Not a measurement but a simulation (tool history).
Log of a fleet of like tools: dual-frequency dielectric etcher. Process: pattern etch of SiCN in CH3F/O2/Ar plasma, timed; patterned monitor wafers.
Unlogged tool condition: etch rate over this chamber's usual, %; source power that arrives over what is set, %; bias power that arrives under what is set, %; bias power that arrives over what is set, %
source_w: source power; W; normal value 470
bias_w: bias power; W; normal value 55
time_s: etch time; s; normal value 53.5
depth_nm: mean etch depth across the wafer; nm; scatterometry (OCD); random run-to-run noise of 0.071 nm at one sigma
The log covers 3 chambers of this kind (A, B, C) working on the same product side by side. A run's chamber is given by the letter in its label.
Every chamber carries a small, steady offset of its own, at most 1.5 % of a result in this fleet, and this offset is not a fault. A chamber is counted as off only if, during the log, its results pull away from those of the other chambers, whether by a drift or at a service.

run,hour,source_w,bias_w,time_s,hours since the last wet clean,hours since the last source power generator calibration,hours since the last bias power generator calibration,"read-back reference wafer on the same gauge, depth_nm",depth_nm
1C,9.3,470,55,53.5,180.3,1445.2,379.7,19.606,19.462
2B,18.2,470,55,53.5,428.3,2396.9,1999.3,19.585,19.373
3A,33.9,470,55,53.5,256.5,893.9,2351.6,19.610,19.731
4B,43.9,470,55,53.5,454.0,2422.6,2025.0,19.572,19.357
5C,54.9,470,55,53.5,225.9,1490.8,425.3,19.592,19.440
# hour 57.7: chamber B: wet clean of the chamber
6A,69.4,470,55,53.5,292.0,929.4,2387.1,19.623,19.844
7B,80.4,470,55,53.5,22.7,2459.1,2061.5,19.588,19.283
8A,94.2,470,55,53.5,316.8,954.2,2411.9,19.610,19.712
9C,109.0,370,48,53.5,280.0,1544.9,479.4,19.594,16.976
10B,120.2,370,48,53.5,62.5,2498.9,2101.3,19.599,16.792
11C,135.5,370,48,53.5,306.5,1571.4,505.9,19.610,17.022
12A,145.3,470,55,53.5,367.9,1005.3,2463.0,19.586,19.749
13C,158.1,470,55,53.5,329.1,1594.0,528.5,19.619,19.625
14B,169.4,470,55,53.5,111.7,2548.1,2150.5,19.585,19.347
15A,185.4,470,55,53.5,408.0,1045.4,2503.1,19.593,19.865
16C,197.3,470,55,53.5,368.3,1633.2,567.7,19.603,19.699
17B,208.6,470,55,53.5,150.9,2587.3,2189.7,19.607,19.296
18A,219.3,470,55,53.5,441.9,1079.3,2537.0,19.609,19.791
19B,235.0,470,55,53.5,177.3,2613.7,2216.1,19.599,19.329
20C,248.7,470,69,48.0,419.7,1684.6,619.1,19.592,19.065
21A,259.3,470,69,48.0,481.9,1119.3,2577.0,19.598,19.098
22B,267.7,470,69,48.0,210.0,2646.4,2248.8,19.583,18.747
23C,283.1,470,55,53.5,454.1,1719.0,653.5,19.610,19.679
24A,294.5,470,55,53.5,517.1,1154.5,2612.2,19.614,19.605
25B,307.7,470,55,53.5,250.0,2686.4,2288.8,19.593,19.347
26A,323.8,470,55,53.5,546.4,1183.8,2641.5,19.592,19.846
27C,338.0,470,55,53.5,509.0,1773.9,708.4,19.604,19.683
28B,346.4,470,55,53.5,288.7,2725.1,2327.5,19.586,19.264
29C,360.3,470,55,53.5,531.3,1796.2,730.7,19.591,19.717
30A,372.6,470,55,53.5,595.2,1232.6,2690.3,19.597,19.692
31A,386.2,470,55,53.5,608.8,1246.2,2703.9,19.597,19.681
# hour 391.7: chamber A: wet clean of the chamber
32B,396.6,470,55,53.5,338.9,2775.3,2377.7,19.598,19.249
33C,409.6,470,55,53.5,580.6,1845.5,780.0,19.594,19.873
34B,425.3,470,55,53.5,367.6,2804.0,2406.4,19.592,19.354
35C,437.7,370,63,53.5,608.7,1873.6,808.1,19.611,19.083
36A,452.1,370,63,53.5,60.5,1312.1,2769.8,19.588,18.880
37A,464.1,370,63,53.5,72.5,1324.1,2781.8,19.593,18.698
38C,479.7,470,55,53.5,650.7,1915.6,850.1,19.596,19.959
39B,488.3,470,55,53.5,430.6,2867.0,2469.4,19.602,19.292
40C,503.8,470,55,53.5,674.8,1939.7,874.2,19.604,20.108
41A,516.8,470,55,53.5,125.2,1376.8,2834.5,19.605,19.721
# hour 521.4: chamber B: wet clean of the chamber
42B,532.2,470,55,53.5,10.9,2910.9,2513.3,19.597,19.369
43C,541.0,430,55,53.5,712.0,1976.9,911.4,19.590,19.431

Predict what each chamber gives when all 3 of them run the settings below next.
44A,552.7,470,48,53.5,,,,,?
44B,552.7,470,48,53.5,,,,,?
44C,552.7,470,48,53.5,,,,,?

run,depth_nm
44A,18.884
44B,18.550
44C,19.065
